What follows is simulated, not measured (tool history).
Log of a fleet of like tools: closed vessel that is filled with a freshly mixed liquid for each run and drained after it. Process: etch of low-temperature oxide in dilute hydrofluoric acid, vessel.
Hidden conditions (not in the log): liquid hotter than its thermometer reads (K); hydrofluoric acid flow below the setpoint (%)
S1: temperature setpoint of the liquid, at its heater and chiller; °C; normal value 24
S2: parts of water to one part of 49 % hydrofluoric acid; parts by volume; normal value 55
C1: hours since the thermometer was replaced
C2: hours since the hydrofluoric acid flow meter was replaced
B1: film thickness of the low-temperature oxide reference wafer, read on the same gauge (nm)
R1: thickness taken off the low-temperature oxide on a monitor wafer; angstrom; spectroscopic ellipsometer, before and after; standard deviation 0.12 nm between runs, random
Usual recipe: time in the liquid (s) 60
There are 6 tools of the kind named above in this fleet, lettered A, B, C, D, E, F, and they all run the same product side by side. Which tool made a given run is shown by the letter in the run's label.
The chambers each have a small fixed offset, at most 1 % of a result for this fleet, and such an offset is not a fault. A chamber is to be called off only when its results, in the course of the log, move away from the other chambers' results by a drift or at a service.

{"hour": 1.4, "done": "chamber E: hydrofluoric acid flow meter replaced"}
{"run": "1C", "hour": 10.9, "S1": 24, "S2": 55, "time in the liquid (s)": 60, "C1": 340.1, "C2": 673.6, "B1": 140.03, "R1": 143.08}
{"run": "2F", "hour": 20.6, "S1": 24, "S2": 55, "time in the liquid (s)": 60, "C1": 770.8, "C2": 821.1, "B1": 140.0, "R1": 142.1}
{"run": "3A", "hour": 29.9, "S1": 24, "S2": 55, "time in the liquid (s)": 60, "C1": 2208.0, "C2": 887.5, "B1": 140.01, "R1": 144.33}
{"run": "4D", "hour": 43.4, "S1": 24, "S2": 55, "time in the liquid (s)": 60, "C1": 443.6, "C2": 363.6, "B1": 140.0, "R1": 144.91}
{"run": "5B", "hour": 59.5, "S1": 24, "S2": 55, "time in the liquid (s)": 60, "C1": 742.1, "C2": 818.0, "B1": 139.98, "R1": 144.46}
{"run": "6E", "hour": 70.8, "S1": 24, "S2": 55, "time in the liquid (s)": 60, "C1": 506.0, "C2": 69.5, "B1": 139.98, "R1": 142.03}
{"run": "7E", "hour": 81.2, "S1": 24, "S2": 55, "time in the liquid (s)": 60, "C1": 516.4, "C2": 79.9, "B1": 139.99, "R1": 144.78}
{"run": "8C", "hour": 94.2, "S1": 24, "S2": 55, "time in the liquid (s)": 60, "C1": 423.4, "C2": 756.9, "B1": 140.01, "R1": 143.22}
{"run": "9D", "hour": 101.9, "S1": 24, "S2": 55, "time in the liquid (s)": 60, "C1": 502.1, "C2": 422.1, "B1": 140.01, "R1": 148.51}
{"run": "10B", "hour": 117.9, "S1": 24, "S2": 55, "time in the liquid (s)": 60, "C1": 800.5, "C2": 876.4, "B1": 140.01, "R1": 143.44}
{"run": "11F", "hour": 130.2, "S1": 24, "S2": 55, "time in the liquid (s)": 60, "C1": 880.4, "C2": 930.7, "B1": 140.0, "R1": 145.1}
{"run": "12A", "hour": 139.2, "S1": 24, "S2": 55, "time in the liquid (s)": 60, "C1": 2317.3, "C2": 996.8, "B1": 140.0, "R1": 142.79}
{"run": "13A", "hour": 147.2, "S1": 24, "S2": 55, "time in the liquid (s)": 60, "C1": 2325.3, "C2": 1004.8, "B1": 139.99, "R1": 142.63}
{"run": "14E", "hour": 159.5, "S1": 24, "S2": 55, "time in the liquid (s)": 60, "C1": 594.7, "C2": 158.2, "B1": 140.02, "R1": 145.12}
{"run": "15F", "hour": 171.3, "S1": 24, "S2": 55, "time in the liquid (s)": 60, "C1": 921.5, "C2": 971.8, "B1": 139.99, "R1": 143.8}
{"run": "16B", "hour": 182.1, "S1": 24, "S2": 55, "time in the liquid (s)": 60, "C1": 864.7, "C2": 940.6, "B1": 139.98, "R1": 142.93}
{"run": "17D", "hour": 197.5, "S1": 24, "S2": 55, "time in the liquid (s)": 60, "C1": 597.7, "C2": 517.7, "B1": 139.98, "R1": 148.74}
{"run": "18C", "hour": 213.3, "S1": 24, "S2": 55, "time in the liquid (s)": 60, "C1": 542.5, "C2": 876.0, "B1": 140.02, "R1": 145.12}
{"run": "19C", "hour": 229.2, "S1": 24, "S2": 55, "time in the liquid (s)": 60, "C1": 558.4, "C2": 891.9, "B1": 139.99, "R1": 144.57}
{"run": "20F", "hour": 238.5, "S1": 24, "S2": 55, "time in the liquid (s)": 60, "C1": 988.7, "C2": 1039.0, "B1": 140.01, "R1": 144.45}
{"run": "21B", "hour": 254.3, "S1": 24, "S2": 55, "time in the liquid (s)": 60, "C1": 936.9, "C2": 1012.8, "B1": 139.99, "R1": 143.91}
{"hour": 262.7, "done": "chamber C: thermometer replaced"}
{"run": "22D", "hour": 270.0, "S1": 24, "S2": 55, "time in the liquid (s)": 60, "C1": 670.2, "C2": 590.2, "B1": 139.97, "R1": 150.21}
{"run": "23E", "hour": 277.7, "S1": 24, "S2": 55, "time in the liquid (s)": 60, "C1": 712.9, "C2": 276.4, "B1": 140.03, "R1": 143.07}
{"run": "24A", "hour": 289.4, "S1": 24, "S2": 55, "time in the liquid (s)": 60, "C1": 2467.5, "C2": 1147.0, "B1": 139.97, "R1": 142.55}
{"run": "25E", "hour": 304.5, "S1": 24, "S2": 55, "time in the liquid (s)": 60, "C1": 739.7, "C2": 303.2, "B1": 139.96, "R1": 145.7}
{"hour": 307.2, "done": "chamber F: hydrofluoric acid flow meter replaced"}
{"run": "26A", "hour": 318.0, "S1": 24, "S2": 55, "time in the liquid (s)": 60, "C1": 2496.1, "C2": 1175.6, "B1": 139.99, "R1": 142.21}
{"run": "27F", "hour": 327.7, "S1": 24, "S2": 55, "time in the liquid (s)": 60, "C1": 1077.9, "C2": 20.6, "B1": 140.04, "R1": 144.17}
{"run": "28C", "hour": 338.8, "S1": 24, "S2": 55, "time in the liquid (s)": 75, "C1": 76.2, "C2": 1001.5, "B1": 140.03, "R1": 178.16}
{"run": "29B", "hour": 347.7, "S1": 24, "S2": 55, "time in the liquid (s)": 75, "C1": 1030.3, "C2": 1106.2, "B1": 139.98, "R1": 178.96}
{"run": "30D", "hour": 357.5, "S1": 24, "S2": 55, "time in the liquid (s)": 75, "C1": 757.7, "C2": 677.7, "B1": 139.97, "R1": 193.87}
{"run": "31F", "hour": 367.0, "S1": 24, "S2": 55, "time in the liquid (s)": 75, "C1": 1117.2, "C2": 59.9, "B1": 139.99, "R1": 177.26}
{"run": "32C", "hour": 375.6, "S1": 24, "S2": 55, "time in the liquid (s)": 75, "C1": 113.0, "C2": 1038.3, "B1": 140.01, "R1": 181.19}
{"run": "33E", "hour": 384.4, "S1": 24, "S2": 55, "time in the liquid (s)": 75, "C1": 819.6, "C2": 383.1, "B1": 140.01, "R1": 178.5}
{"run": "34A", "hour": 394.8, "S1": 24, "S2": 55, "time in the liquid (s)": 60, "C1": 2572.9, "C2": 1252.4, "B1": 139.97, "R1": 142.83}
{"run": "35B", "hour": 407.2, "S1": 24, "S2": 30, "time in the liquid (s)": 60, "C1": 1089.8, "C2": 1165.7, "B1": 140.0, "R1": 271.45}
{"run": "36D", "hour": 417.9, "S1": 24, "S2": 30, "time in the liquid (s)": 60, "C1": 818.1, "C2": 738.1, "B1": 140.01, "R1": 296.8}
{"run": "37D", "hour": 428.6, "S1": 24, "S2": 30, "time in the liquid (s)": 60, "C1": 828.8, "C2": 748.8, "B1": 139.99, "R1": 297.32}
{"run": "38F", "hour": 437.4, "S1": 24, "S2": 30, "time in the liquid (s)": 60, "C1": 1187.6, "C2": 130.3, "B1": 139.99, "R1": 267.77}

Next, all 6 chambers run the settings below, one line each with question marks for the results. What does each chamber give?
{"run": "39A", "hour": 449.2, "S1": 24, "S2": 55, "time in the liquid (s)": 60, "R1": "?"}
{"run": "39B", "hour": 449.2, "S1": 24, "S2": 55, "time in the liquid (s)": 60, "R1": "?"}
{"run": "39C", "hour": 449.2, "S1": 24, "S2": 55, "time in the liquid (s)": 60, "R1": "?"}
{"run": "39D", "hour": 449.2, "S1": 24, "S2": 55, "time in the liquid (s)": 60, "R1": "?"}
{"run": "39E", "hour": 449.2, "S1": 24, "S2": 55, "time in the liquid (s)": 60, "R1": "?"}
{"run": "39F", "hour": 449.2, "S1": 24, "S2": 55, "time in the liquid (s)": 60, "R1": "?"}

run=39A R1=142.43
run=39B R1=143.79
run=39C R1=143.15
run=39D R1=154.23
run=39E R1=143.72
run=39F R1=143.61
